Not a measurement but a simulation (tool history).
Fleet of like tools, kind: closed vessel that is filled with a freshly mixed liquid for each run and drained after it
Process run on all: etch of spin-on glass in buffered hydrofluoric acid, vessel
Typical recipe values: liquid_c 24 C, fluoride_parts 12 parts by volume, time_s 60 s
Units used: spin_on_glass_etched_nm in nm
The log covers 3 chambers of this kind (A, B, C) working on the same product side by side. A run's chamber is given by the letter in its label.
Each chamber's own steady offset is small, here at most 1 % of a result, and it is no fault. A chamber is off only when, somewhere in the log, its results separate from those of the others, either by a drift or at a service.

run   hour  liquid_c  fluoride_parts  time_s  read-back film thickness of the spin-on glass reference wafer, read on the same gauge (nm)  spin_on_glass_etched_nm
 1B    4.3        24              12      60                                                                                      100.01                   134.73
 2C   10.3        24              12      60                                                                                      99.991                   133.78
 3A     16        24              12      60                                                                                      99.999                   135.93
 4A   18.7        24              12      60                                                                                      99.972                   135.34
 5C   22.8        24              12      60                                                                                       99.99                   134.88
 6B   27.1        24              12      60                                                                                      99.957                   135.86
 7C   30.2        26             9.5      60                                                                                      100.02                   185.53
 8B   35.5        26             9.5      60                                                                                      99.982                   187.35
 9A   40.1        26             9.5      60                                                                                      100.01                   187.82
10C   45.8        24              12      60                                                                                      100.04                   135.35
11B   50.5        24              12      60                                                                                      99.987                   134.95
12A   54.9        24              12      60                                                                                       99.97                   134.31
13B     60        24              12      60                                                                                       99.99                   136.07
14A   63.3        24              12      60                                                                                      99.989                   135.26
15C   68.3        24              12      60                                                                                      99.986                   134.94
16C   71.6        24              12      60                                                                                      100.03                   134.52
17B   76.1        24              12      60                                                                                      100.02                   137.03
18A   79.2        24              12      60                                                                                      100.03                   136.51
19A   82.3        24              12      60                                                                                      99.993                   136.85
20C   85.1        24              12      60                                                                                      99.999                   134.48
21B   90.8        24              12      60                                                                                      100.02                   136.43
22A   96.1        24              12      60                                                                                      100.01                   133.39
23C  100.6        24              12      60                                                                                      99.993                   134.22
24B  106.3        24              12      60                                                                                      100.01                   133.51
     111.7  -- chamber C: hydrofluoric acid flow meter replaced
25A    112        24              12      60                                                                                      99.992                    135.5
26B  115.7        24              12      60                                                                                      100.01                   133.18
27C  120.1        24              12      60                                                                                         100                   135.52
28C    124        24              12      60                                                                                      99.996                   135.11
29B  129.7        24              12      45                                                                                      99.977                    100.3
30A  134.4        24              12      45                                                                                      99.998                   100.56
31A  138.1        24              12      45                                                                                      100.01                   101.18
32B  141.1        24              12      60                                                                                      100.01                   131.16
33C  145.1        24              12      60                                                                                      99.996                   134.31
34C  149.5        24              12      60                                                                                      100.01                   135.25
35A  154.7        24              12      60                                                                                         100                   135.72
36B    160      21.5               9      60                                                                                      100.01                   147.42
37B  163.8      21.5               9      60                                                                                      100.02                   146.71
38A  168.3      21.5               9      60                                                                                      100.01                    150.7
       170  -- chamber A: thermometer replaced
39C  173.8      26.5              12      60                                                                                      99.976                   154.68
40B  177.8      26.5              12      60                                                                                      100.03                   150.21
41A    181      26.5              12      60                                                                                      100.01                   155.07
42C  186.6        24              12      60                                                                                       99.99                   135.22
43C  192.5        24              12      60                                                                                      99.979                   135.25

Each of the 3 chambers runs these same settings next. Fill in every chamber's results:
44A  196.8        24              12      60                                                                                                                    ?
44B  196.8        24              12      60                                                                                                                    ?
44C  196.8        24              12      60                                                                                                                    ?

run  spin_on_glass_etched_nm
44A                   136.46
44B                    128.4
44C                   135.45
